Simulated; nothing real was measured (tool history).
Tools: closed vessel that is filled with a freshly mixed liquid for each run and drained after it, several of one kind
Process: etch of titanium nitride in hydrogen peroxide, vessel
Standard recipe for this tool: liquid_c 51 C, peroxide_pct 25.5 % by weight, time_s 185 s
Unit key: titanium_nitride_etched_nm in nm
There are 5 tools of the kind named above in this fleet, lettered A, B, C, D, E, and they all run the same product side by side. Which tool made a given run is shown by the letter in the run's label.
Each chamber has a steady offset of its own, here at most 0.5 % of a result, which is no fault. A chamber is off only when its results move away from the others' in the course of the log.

run,day,liquid_c,peroxide_pct,time_s,"read-back film thickness of the titanium nitride reference wafer, read on the same gauge (nm)",titanium_nitride_etched_nm
# day 0.071: chamber D: new drum of peroxide connected
1C,0.358,51,25.5,185,139.99,10.8070
2E,0.667,51,25.5,185,140.00,10.8020
3D,0.942,51,25.5,185,140.00,10.3690
4A,1.279,51,25.5,185,139.99,10.5040
5B,1.504,51,25.5,185,140.00,10.4340
6B,1.779,51,25.5,185,140.02,10.6290
7A,2.029,51,25.5,185,140.02,10.4820
8E,2.279,51,25.5,185,139.99,10.8770
9D,2.679,51,25.5,185,139.98,10.4550
10C,3.129,51,25.5,185,139.97,10.9260
11A,3.496,51,25.5,185,140.00,10.6370
12B,3.971,51,25.5,185,140.00,10.5120
13D,4.179,51,25.5,185,140.01,10.6290
14C,4.617,51,25.5,185,139.99,10.7040
15E,4.954,51,25.5,185,139.98,10.5970
16C,5.362,44,22.0,185,139.98,6.2587
# day 5.504: chamber B: new drum of peroxide connected
17E,5.821,44,22.0,185,140.01,6.1922
18D,6.112,44,22.0,185,140.02,6.2340
19B,6.383,44,22.0,185,140.01,6.2113
20A,6.629,44,22.0,185,139.97,6.1494
21B,7.067,51,25.5,185,140.02,10.5900
22A,7.300,51,25.5,185,140.04,10.5620
23E,7.542,51,25.5,185,139.99,10.7250
24C,7.804,51,25.5,185,140.02,10.6640
25D,8.029,51,25.5,185,139.99,11.1340
26D,8.288,51,25.5,185,140.02,11.0130
27E,8.546,51,25.5,185,139.98,10.6530
28C,8.879,51,25.5,185,139.98,10.6590
29A,9.088,51,25.5,235,140.03,13.5660
# day 9.204: chamber A: new drum of peroxide connected
30B,9.342,51,25.5,235,139.99,13.2660
31D,9.625,51,25.5,235,140.01,14.3190
32E,10.071,51,25.5,235,140.02,13.8370
33B,10.292,51,25.5,235,140.01,13.5690
34C,10.567,51,25.5,185,139.98,10.7470
35A,10.775,51,25.5,185,140.00,10.6270
36B,11.250,51,20.0,185,139.98,9.9664
37E,11.462,51,20.0,185,140.05,10.2440
38D,11.867,51,20.0,185,140.02,10.8600
39A,12.329,51,20.0,185,140.04,10.1840
40C,12.658,51,20.0,185,140.05,9.9859
41E,12.883,51,25.5,185,139.98,10.6470
# day 12.954: chamber B: thermometer replaced
42B,13.233,51,25.5,185,140.00,10.6310
43A,13.704,51,25.5,185,140.00,10.5730

Next, all 5 chambers run the settings below, one line each with question marks for the results. What does each chamber give?
44A,14.046,51,25.5,185,,?
44B,14.046,51,25.5,185,,?
44C,14.046,51,25.5,185,,?
44D,14.046,51,25.5,185,,?
44E,14.046,51,25.5,185,,?

run,titanium_nitride_etched_nm
44A,10.6230
44B,10.7090
44C,10.6930
44D,11.7600
44E,10.6530
